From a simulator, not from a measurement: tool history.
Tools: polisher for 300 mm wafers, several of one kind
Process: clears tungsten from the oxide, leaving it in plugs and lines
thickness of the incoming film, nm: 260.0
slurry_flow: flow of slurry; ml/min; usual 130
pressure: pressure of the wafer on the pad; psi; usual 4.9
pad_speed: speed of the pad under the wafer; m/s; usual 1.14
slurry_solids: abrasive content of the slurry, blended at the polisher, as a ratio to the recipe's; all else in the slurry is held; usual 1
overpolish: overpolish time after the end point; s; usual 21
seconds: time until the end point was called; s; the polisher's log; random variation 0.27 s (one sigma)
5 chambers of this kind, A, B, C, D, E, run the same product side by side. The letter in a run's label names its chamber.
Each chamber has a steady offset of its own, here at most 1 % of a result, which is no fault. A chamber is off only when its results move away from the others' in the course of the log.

run,hour,slurry_flow,pressure,pad_speed,slurry_solids,overpolish,seconds
# hour 1.4: chamber D: worn pad replaced by a new one
1E,9,130,4.9,1.14,1,21,32.083
# hour 13.5: chamber D: slurry blender recalibrated
2D,15.7,130,4.9,1.14,1,21,32.063
# hour 18.5: chamber A: worn pad replaced by a new one
3A,20.2,130,4.9,1.14,1,21,32.442
4B,29.7,130,4.9,1.14,1,21,32.347
# hour 32.1: chamber E: worn pad replaced by a new one
# hour 36.6: chamber B: slurry blender recalibrated
# hour 37: chamber D: slurry nozzle cleaned
5C,39.8,130,4.9,1.14,1,21,32.024
6E,44.9,130,4.9,1.14,1,21,32.197
# hour 48.9: chamber A: slurry tank refilled with fresh slurry and peroxide
# hour 49.9: chamber C: worn pad replaced by a new one
7D,54.8,130,4.9,1.14,1,21,32.324
# hour 61.5: chamber B: worn pad replaced by a new one
8A,63.3,155,3.8,1.14,1,21,40.984
9B,71.7,155,3.8,1.14,1,21,39.549
# hour 74.3: chamber B: slurry tank refilled with fresh slurry and peroxide
# hour 75.3: chamber D: worn pad replaced by a new one
10C,77,155,3.8,1.14,1,21,40.567
# hour 85.4: chamber E: slurry tank refilled with fresh slurry and peroxide
11B,86.3,155,3.8,1.14,1,21,40.819
12A,91.7,155,3.8,1.14,1,21,40.041
13D,100.5,130,4.9,1.14,1,21,32.232
# hour 100.9: chamber C: slurry blender recalibrated
14E,105.8,130,3.2,1.14,1,21,50.108
# hour 106.6: chamber C: slurry tank refilled with fresh slurry and peroxide
15C,115.5,130,3.2,1.14,1,21,49.996
# hour 117: chamber B: slurry nozzle cleaned
# hour 118: chamber C: slurry nozzle cleaned
16D,121.4,130,3.2,1.14,1,21,48.902
# hour 122.5: chamber C: worn pad replaced by a new one
17C,126.7,130,3.2,1.14,1,21,49.455
# hour 129.1: chamber A: worn pad replaced by a new one
# hour 130.5: chamber B: worn pad replaced by a new one
# hour 130.9: chamber A: slurry tank refilled with fresh slurry and peroxide
18A,133.4,130,3.2,1.14,1,21,49.22
# hour 135.2: chamber D: slurry blender recalibrated
19B,139.5,130,4.9,1.14,1,21,32.331
# hour 145.2: chamber E: slurry blender recalibrated
20E,146.5,130,4.9,1.14,1,21,31.763
# hour 152.1: chamber D: worn pad replaced by a new one
# hour 155.4: chamber E: worn pad replaced by a new one
21A,155.6,130,4.9,1.14,1,21,32.18
22E,162.8,130,4.9,1.14,1,21,32.179
23D,169.9,130,4.9,1.14,1,21,31.936
# hour 173.2: chamber D: slurry tank refilled with fresh slurry and peroxide
24C,176.2,130,4.9,1.14,1,21,32.091
# hour 181.5: chamber A: head pressure recalibrated
25B,181.9,130,4.9,1.14,1,21,32.119
26A,189.2,130,4.9,1.14,1,21,32.11
27D,193.9,130,4.9,1.14,1,21,30.969
# hour 194.3: chamber A: slurry blender recalibrated
28C,201,130,4.9,1.14,1,21,32.324
# hour 202.6: chamber B: worn pad replaced by a new one
29E,208.4,130,4.9,1.14,1,21,32.41
# hour 209.3: chamber E: slurry nozzle cleaned
# hour 209.3: chamber E: slurry tank refilled with fresh slurry and peroxide
# hour 213.1: chamber C: worn pad replaced by a new one
30B,214.9,130,4.9,1.14,1,21,32.449
# hour 221.8: chamber A: slurry tank refilled with fresh slurry and peroxide
31C,224.2,130,4.9,1.14,1,21,32.524
# hour 228.3: chamber D: worn pad replaced by a new one
# hour 229.5: chamber A: worn pad replaced by a new one
32A,232.9,130,4.9,1.14,1,21,32.263
33B,237.4,130,4,1.14,1,21,39.32
# hour 246.2: chamber C: slurry tank refilled with fresh slurry and peroxide
34E,246.8,130,4,1.14,1,21,39.997
# hour 255.7: chamber C: slurry blender recalibrated
35D,255.7,130,4,1.14,1,21,37.192
36C,263.9,130,4,1.14,1,21,39.255

Next, every chamber runs the same settings. What will each give?
37A,271.2,130,4,1.14,1,21,?
37B,271.2,130,4,1.14,1,21,?
37C,271.2,130,4,1.14,1,21,?
37D,271.2,130,4,1.14,1,21,?
37E,271.2,130,4,1.14,1,21,?

run,seconds
37A,39.247
37B,39.096
37C,39.362
37D,37.207
37E,39.664
